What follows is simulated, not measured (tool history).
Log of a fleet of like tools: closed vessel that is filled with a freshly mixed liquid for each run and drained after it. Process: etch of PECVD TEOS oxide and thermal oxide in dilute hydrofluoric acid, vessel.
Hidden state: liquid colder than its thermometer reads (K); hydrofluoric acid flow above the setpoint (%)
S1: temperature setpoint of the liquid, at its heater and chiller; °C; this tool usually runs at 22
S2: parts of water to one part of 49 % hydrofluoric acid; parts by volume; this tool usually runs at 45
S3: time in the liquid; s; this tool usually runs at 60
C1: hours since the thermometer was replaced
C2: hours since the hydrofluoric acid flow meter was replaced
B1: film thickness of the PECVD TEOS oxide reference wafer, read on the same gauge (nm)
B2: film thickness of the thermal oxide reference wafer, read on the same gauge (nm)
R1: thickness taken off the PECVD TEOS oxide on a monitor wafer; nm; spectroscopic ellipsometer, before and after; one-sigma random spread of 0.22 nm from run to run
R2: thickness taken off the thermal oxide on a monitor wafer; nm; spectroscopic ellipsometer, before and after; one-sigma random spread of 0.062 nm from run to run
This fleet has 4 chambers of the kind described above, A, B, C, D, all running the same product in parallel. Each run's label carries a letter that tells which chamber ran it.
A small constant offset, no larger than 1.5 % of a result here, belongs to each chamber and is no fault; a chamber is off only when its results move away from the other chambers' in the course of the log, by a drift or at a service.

Run 1D, hour 13: usual settings; C1 1217; C2 725.9; B1 79.973; B2 130. Result: R1 23.239 nm, R2 6.4113 nm.
Run 2B, hour 26.5: usual settings; C1 1865.4; C2 2080.3; B1 80.013; B2 129.99. Result: R1 22.95 nm, R2 6.5548 nm.
Run 3C, hour 36.1: usual settings; C1 1024.3; C2 285.3; B1 80.016; B2 130. Result: R1 22.689 nm, R2 6.4613 nm.
Run 4A, hour 48.9: usual settings; C1 227.1; C2 388.3; B1 80.007; B2 129.99. Result: R1 22.998 nm, R2 6.5143 nm.
Run 5C, hour 57.6: usual settings; C1 1045.8; C2 306.8; B1 80.015; B2 129.95. Result: R1 22.94 nm, R2 6.3508 nm.
Run 6B, hour 71: usual settings; C1 1909.9; C2 2124.8; B1 79.952; B2 129.98. Result: R1 22.944 nm, R2 6.4876 nm.
Run 7D, hour 81.4: usual settings; C1 1285.4; C2 794.3; B1 79.992; B2 130.01. Result: R1 22.779 nm, R2 6.4478 nm.
Run 8A, hour 88.3: usual settings; C1 266.5; C2 427.7; B1 79.993; B2 129.99. Result: R1 22.541 nm, R2 6.4515 nm.
Run 9C, hour 98.2: usual settings but S3 30 s; C1 1086.4; C2 347.4; B1 79.958; B2 130. Result: R1 11.556 nm, R2 3.2304 nm.
Run 10D, hour 106.5: usual settings but S3 30 s; C1 1310.5; C2 819.4; B1 79.992; B2 129.99. Result: R1 11.501 nm, R2 3.2115 nm.
At hour 107.4: chamber B: hydrofluoric acid flow meter replaced.
Run 11B, hour 117.2: usual settings but S3 30 s; C1 1956.1; C2 9.9; B1 79.954; B2 130.01. Result: R1 11.244 nm, R2 3.2108 nm.
Run 12A, hour 129.2: usual settings but S3 30 s; C1 307.4; C2 468.6; B1 80.01; B2 129.98. Result: R1 11.551 nm, R2 3.2514 nm.
Run 13C, hour 135.5: usual settings; C1 1123.7; C2 384.7; B1 80.003; B2 129.98. Result: R1 23.075 nm, R2 6.425 nm.
Run 14A, hour 145.5: usual settings but S2 50 parts by volume, S3 85 s; C1 323.7; C2 484.9; B1 79.973; B2 129.97. Result: R1 29.05 nm, R2 8.2668 nm.
Run 15D, hour 157.5: usual settings but S2 50 parts by volume, S3 85 s; C1 1361.5; C2 870.4; B1 79.998; B2 129.98. Result: R1 28.901 nm, R2 8.2157 nm.
Run 16B, hour 166.4: usual settings but S2 50 parts by volume, S3 85 s; C1 2005.3; C2 59.1; B1 80.004; B2 130.01. Result: R1 28.364 nm, R2 8.202 nm.
Run 17B, hour 173.3: usual settings but S2 50 parts by volume, S3 85 s; C1 2012.2; C2 66; B1 80.019; B2 129.98. Result: R1 28.744 nm, R2 8.2997 nm.
Run 18C, hour 184: usual settings; C1 1172.2; C2 433.2; B1 79.986; B2 130.02. Result: R1 22.849 nm, R2 6.3207 nm.
At hour 194.3: chamber D: hydrofluoric acid flow meter replaced.
Run 19D, hour 196.3: usual settings; C1 1400.3; C2 2.1; B1 79.988; B2 130.01. Result: R1 22.739 nm, R2 6.4407 nm.
Run 20A, hour 208.5: usual settings; C1 386.7; C2 547.9; B1 79.984; B2 129.97. Result: R1 23.239 nm, R2 6.522 nm.
Run 21B, hour 217.4: usual settings; C1 2056.3; C2 110.1; B1 80.019; B2 129.97. Result: R1 22.761 nm, R2 6.526 nm.
Run 22C, hour 224.2: usual settings but S1 26.5 °C, S3 50 s; C1 1212.4; C2 473.4; B1 79.975; B2 130.01. Result: R1 22.322 nm, R2 6.4662 nm.
Run 23A, hour 237.6: usual settings but S1 26.5 °C, S3 50 s; C1 415.8; C2 577; B1 79.994; B2 129.96. Result: R1 22.668 nm, R2 6.6138 nm.
Run 24D, hour 248.5: usual settings but S1 26.5 °C, S3 50 s; C1 1452.5; C2 54.3; B1 80.021; B2 130. Result: R1 23.094 nm, R2 6.6174 nm.
Run 25A, hour 258.1: usual settings but S1 26.5 °C, S3 50 s; C1 436.3; C2 597.5; B1 79.991; B2 130.02. Result: R1 22.878 nm, R2 6.5122 nm.
Run 26B, hour 271.6: usual settings; C1 2110.5; C2 164.3; B1 79.978; B2 129.99. Result: R1 22.598 nm, R2 6.489 nm.
Run 27C, hour 282.4: usual settings; C1 1270.6; C2 531.6; B1 79.967; B2 130.02. Result: R1 22.569 nm, R2 6.4594 nm.
Run 28D, hour 290.1: usual settings; C1 1494.1; C2 95.9; B1 79.995; B2 130.01. Result: R1 23.077 nm, R2 6.4672 nm.
Run 29A, hour 296.3: usual settings but S3 85 s; C1 474.5; C2 635.7; B1 79.994; B2 130.02. Result: R1 32.915 nm, R2 9.2172 nm.
Run 30B, hour 304.6: usual settings but S3 85 s; C1 2143.5; C2 197.3; B1 80.005; B2 130.02. Result: R1 32.243 nm, R2 9.2425 nm.
Run 31D, hour 313.4: usual settings but S3 85 s; C1 1517.4; C2 119.2; B1 80.022; B2 129.94. Result: R1 32.234 nm, R2 9.0798 nm.
Run 32C, hour 319.7: usual settings but S3 85 s; C1 1307.9; C2 568.9; B1 79.976; B2 129.99. Result: R1 31.493 nm, R2 9.0336 nm.
Run 33B, hour 329.5: usual settings; C1 2168.4; C2 222.2; B1 80.021; B2 129.98. Result: R1 22.716 nm, R2 6.5185 nm.
Run 34D, hour 343.7: usual settings; C1 1547.7; C2 149.5; B1 79.958; B2 130.03. Result: R1 23.043 nm, R2 6.4334 nm.
Run 35A, hour 349.9: usual settings; C1 528.1; C2 689.3; B1 79.992; B2 130.05. Result: R1 22.562 nm, R2 6.5553 nm.
Run 36C, hour 357.1: usual settings; C1 1345.3; C2 606.3; B1 80.025; B2 130. Result: R1 22.522 nm, R2 6.4782 nm.
Run 37C, hour 364.8: usual settings but S2 60 parts by volume, S3 45 s; C1 1353; C2 614; B1 79.989; B2 129.99. Result: R1 12.711 nm, R2 3.5425 nm.
Run 38A, hour 372.5: usual settings but S2 60 parts by volume, S3 45 s; C1 550.7; C2 711.9; B1 79.986; B2 129.99. Result: R1 12.814 nm, R2 3.6417 nm.
Run 39B, hour 384.2: usual settings but S2 60 parts by volume, S3 45 s; C1 2223.1; C2 276.9; B1 80.003; B2 130.01. Result: R1 12.458 nm, R2 3.5808 nm.
Run 40D, hour 396.3: usual settings but S2 60 parts by volume, S3 45 s; C1 1600.3; C2 202.1; B1 79.996; B2 129.97. Result: R1 12.526 nm, R2 3.598 nm.
Run 41B, hour 404.5: usual settings; C1 2243.4; C2 297.2; B1 80.022; B2 129.99. Result: R1 22.591 nm, R2 6.4719 nm.
Run 42C, hour 418.2: usual settings; C1 1406.4; C2 667.4; B1 80.019; B2 129.99. Result: R1 22.854 nm, R2 6.2682 nm.
Run 43D, hour 429.8: usual settings; C1 1633.8; C2 235.6; B1 80.023; B2 130.02. Result: R1 23.179 nm, R2 6.4264 nm.
Run 44A, hour 442.9: usual settings; C1 621.1; C2 782.3; B1 80.024; B2 130. Result: R1 22.855 nm, R2 6.5657 nm.

Next, every chamber runs the same settings. What will each give?
Run 45A, hour 453.2: usual settings but S1 19.5 °C. Result: R1 ?, R2 ?.
Run 45B, hour 453.2: usual settings but S1 19.5 °C. Result: R1 ?, R2 ?.
Run 45C, hour 453.2: usual settings but S1 19.5 °C. Result: R1 ?, R2 ?.
Run 45D, hour 453.2: usual settings but S1 19.5 °C. Result: R1 ?, R2 ?.

run      R1      R2
45A   20.36  5.8273
45B  20.518   5.818
45C  20.657  5.8448
45D  20.663  5.7653
